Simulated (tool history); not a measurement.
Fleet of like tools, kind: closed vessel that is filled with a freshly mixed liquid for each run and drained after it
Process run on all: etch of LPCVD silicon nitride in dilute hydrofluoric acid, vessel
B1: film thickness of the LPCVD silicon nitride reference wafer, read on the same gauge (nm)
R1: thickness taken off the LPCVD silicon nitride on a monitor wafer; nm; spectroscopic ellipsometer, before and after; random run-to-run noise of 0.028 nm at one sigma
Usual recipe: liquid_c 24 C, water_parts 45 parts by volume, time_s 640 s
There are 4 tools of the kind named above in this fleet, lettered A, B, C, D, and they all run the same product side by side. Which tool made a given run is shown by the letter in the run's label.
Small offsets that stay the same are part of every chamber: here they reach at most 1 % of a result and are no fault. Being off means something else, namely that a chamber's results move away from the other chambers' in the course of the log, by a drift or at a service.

{"run": "1A", "day": 0.208, "liquid_c": 24, "water_parts": 45, "time_s": 640, "B1": 89.999, "R1": 7.7297}
{"run": "2D", "day": 0.488, "liquid_c": 24, "water_parts": 45, "time_s": 640, "B1": 89.978, "R1": 7.8141}
{"run": "3B", "day": 0.692, "liquid_c": 24, "water_parts": 45, "time_s": 640, "B1": 89.998, "R1": 7.8738}
{"run": "4C", "day": 0.888, "liquid_c": 24, "water_parts": 45, "time_s": 640, "B1": 89.998, "R1": 7.7355}
{"run": "5D", "day": 1.088, "liquid_c": 24, "water_parts": 45, "time_s": 640, "B1": 90.018, "R1": 7.7604}
{"run": "6A", "day": 1.312, "liquid_c": 24, "water_parts": 45, "time_s": 640, "B1": 89.981, "R1": 7.8526}
{"run": "7B", "day": 1.617, "liquid_c": 24, "water_parts": 45, "time_s": 640, "B1": 90.014, "R1": 7.878}
{"run": "8C", "day": 1.875, "liquid_c": 24, "water_parts": 45, "time_s": 640, "B1": 90.006, "R1": 7.8015}
{"run": "9A", "day": 2.058, "liquid_c": 24, "water_parts": 45, "time_s": 640, "B1": 89.998, "R1": 7.7752}
{"day": 2.3, "done": "chamber C: thermometer replaced"}
{"run": "10C", "day": 2.3, "liquid_c": 24, "water_parts": 45, "time_s": 640, "B1": 89.999, "R1": 7.8193}
{"run": "11D", "day": 2.579, "liquid_c": 24, "water_parts": 45, "time_s": 640, "B1": 89.987, "R1": 7.741}
{"run": "12B", "day": 2.946, "liquid_c": 24, "water_parts": 45, "time_s": 640, "B1": 90.017, "R1": 7.9182}
{"run": "13C", "day": 3.204, "liquid_c": 24, "water_parts": 45, "time_s": 640, "B1": 89.98, "R1": 7.7534}
{"run": "14A", "day": 3.471, "liquid_c": 24, "water_parts": 45, "time_s": 640, "B1": 90.007, "R1": 7.7974}
{"run": "15B", "day": 3.646, "liquid_c": 24, "water_parts": 45, "time_s": 640, "B1": 89.997, "R1": 7.8606}
{"run": "16D", "day": 3.812, "liquid_c": 24, "water_parts": 45, "time_s": 640, "B1": 89.993, "R1": 7.7685}
{"run": "17A", "day": 4.154, "liquid_c": 24, "water_parts": 35, "time_s": 640, "B1": 89.997, "R1": 9.9172}
{"run": "18C", "day": 4.521, "liquid_c": 24, "water_parts": 35, "time_s": 640, "B1": 89.983, "R1": 9.9498}
{"run": "19B", "day": 4.825, "liquid_c": 24, "water_parts": 35, "time_s": 640, "B1": 90.034, "R1": 10.007}
{"run": "20D", "day": 5.042, "liquid_c": 24, "water_parts": 35, "time_s": 640, "B1": 89.998, "R1": 9.9392}
{"run": "21D", "day": 5.388, "liquid_c": 24, "water_parts": 45, "time_s": 640, "B1": 89.999, "R1": 7.7823}
{"run": "22B", "day": 5.617, "liquid_c": 26, "water_parts": 45, "time_s": 830, "B1": 90.01, "R1": 11.625}
{"run": "23A", "day": 5.829, "liquid_c": 26, "water_parts": 45, "time_s": 830, "B1": 89.98, "R1": 11.61}
{"run": "24C", "day": 6.158, "liquid_c": 26, "water_parts": 45, "time_s": 830, "B1": 89.998, "R1": 11.526}
{"run": "25D", "day": 6.392, "liquid_c": 26, "water_parts": 45, "time_s": 830, "B1": 90.024, "R1": 11.492}
{"run": "26C", "day": 6.65, "liquid_c": 24, "water_parts": 45, "time_s": 640, "B1": 89.983, "R1": 7.7941}
{"run": "27A", "day": 6.9, "liquid_c": 24, "water_parts": 45, "time_s": 640, "B1": 89.992, "R1": 7.7817}
{"run": "28B", "day": 7.138, "liquid_c": 24, "water_parts": 45, "time_s": 640, "B1": 89.99, "R1": 7.8573}
{"run": "29D", "day": 7.375, "liquid_c": 24, "water_parts": 45, "time_s": 640, "B1": 90.017, "R1": 7.7797}
{"run": "30A", "day": 7.642, "liquid_c": 24, "water_parts": 45, "time_s": 640, "B1": 89.998, "R1": 7.7621}
{"run": "31B", "day": 7.967, "liquid_c": 24, "water_parts": 45, "time_s": 640, "B1": 89.988, "R1": 7.8523}
{"run": "32C", "day": 8.329, "liquid_c": 24, "water_parts": 45, "time_s": 640, "B1": 90.004, "R1": 7.7993}
{"run": "33C", "day": 8.667, "liquid_c": 24, "water_parts": 45, "time_s": 640, "B1": 89.993, "R1": 7.8098}
{"day": 8.85, "done": "chamber D: thermometer replaced"}
{"run": "34D", "day": 8.867, "liquid_c": 24, "water_parts": 45, "time_s": 640, "B1": 89.984, "R1": 7.8076}
{"run": "35B", "day": 9.217, "liquid_c": 24, "water_parts": 45, "time_s": 640, "B1": 89.984, "R1": 7.8741}

Predict what each chamber gives when all 4 of them run the settings below next.
{"run": "36A", "day": 9.483, "liquid_c": 24, "water_parts": 45, "time_s": 640, "R1": "?"}
{"run": "36B", "day": 9.483, "liquid_c": 24, "water_parts": 45, "time_s": 640, "R1": "?"}
{"run": "36C", "day": 9.483, "liquid_c": 24, "water_parts": 45, "time_s": 640, "R1": "?"}
{"run": "36D", "day": 9.483, "liquid_c": 24, "water_parts": 45, "time_s": 640, "R1": "?"}

run=36A R1=7.8028
run=36B R1=7.8339
run=36C R1=7.8024
run=36D R1=7.8221
